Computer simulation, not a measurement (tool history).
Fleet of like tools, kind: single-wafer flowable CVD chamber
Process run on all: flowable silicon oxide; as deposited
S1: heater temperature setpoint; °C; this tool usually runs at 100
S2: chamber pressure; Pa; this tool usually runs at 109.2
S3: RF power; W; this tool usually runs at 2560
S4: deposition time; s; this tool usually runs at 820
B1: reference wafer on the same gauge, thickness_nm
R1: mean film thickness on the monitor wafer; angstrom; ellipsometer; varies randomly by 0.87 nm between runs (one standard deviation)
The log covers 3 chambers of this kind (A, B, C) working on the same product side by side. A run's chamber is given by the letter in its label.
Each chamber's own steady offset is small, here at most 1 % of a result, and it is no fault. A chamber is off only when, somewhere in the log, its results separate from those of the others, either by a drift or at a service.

run	hour	S1	S2	S3	S4	B1	R1
1A	2.3	100	109.2	2560	820	589.93	5386.5
2C	6	100	109.2	2560	820	589.66	5370.3
3B	8.4	100	109.2	2560	820	589.66	5372.7
4B	12.7	100	109.2	2560	820	589.36	5388.3
5A	14.6	100	109.2	2560	820	589.39	5388.3
6C	18.3	100	109.2	2560	820	589.17	5370.6
7A	20.8	100	109.2	2560	820	588.94	5369.9
8C	24.8	100	109.2	2560	820	588.6	5382.7
9B	26.8	100	109.2	2560	820	588.77	5372.8
10A	31.1	100	109.2	2560	820	588.35	5382.3
11C	33.7	100	109.2	2560	820	588.69	5377.6
12B	37.7	100	109.2	2560	820	588.25	5371.9
13A	41.8	100	109.2	2560	820	587.95	5378.1
14B	43.9	100	109.2	2560	820	588.18	5363.3
15C	45.9	100	109.2	2560	820	587.71	5373.3
16C	48.3	100	109.2	2560	820	587.75	5370.3
17B	50.5	89	109.2	2560	820	587.88	7659.7
18A	53.9	89	109.2	2560	820	587.47	7679.5
19C	58	89	109.2	2560	820	587.37	7694.9
20B	60.2	100	109.2	2560	820	587.3	5381.3
21A	63.8	100	109.2	2560	820	586.95	5349.6
22B	65.8	100	109.2	2560	820	586.92	5353
23A	69.1	100	109.2	2560	820	587.11	5363.3
# hour 69.8: chamber A: RF generator calibrated
24C	73	89	120	2560	820	586.86	8648.3
25C	77.2	89	120	2560	820	586.44	8644.6
26A	79.5	89	120	2560	820	586.36	8632
27B	81.4	100	109.2	2560	820	586.38	5351.6
28C	85	100	109.2	2560	820	586.24	5364.7

Does one chamber stand apart from the rest, does the shared gauge drift, or is all well apart from small per-chamber offsets? Give the chamber and the most likely cause, where there is one.

No chamber is off; the gauge reading every chamber's wafers drifts, which makes the whole fleet appear to move together.
Cause: gauge reads low (%) = 0.672.

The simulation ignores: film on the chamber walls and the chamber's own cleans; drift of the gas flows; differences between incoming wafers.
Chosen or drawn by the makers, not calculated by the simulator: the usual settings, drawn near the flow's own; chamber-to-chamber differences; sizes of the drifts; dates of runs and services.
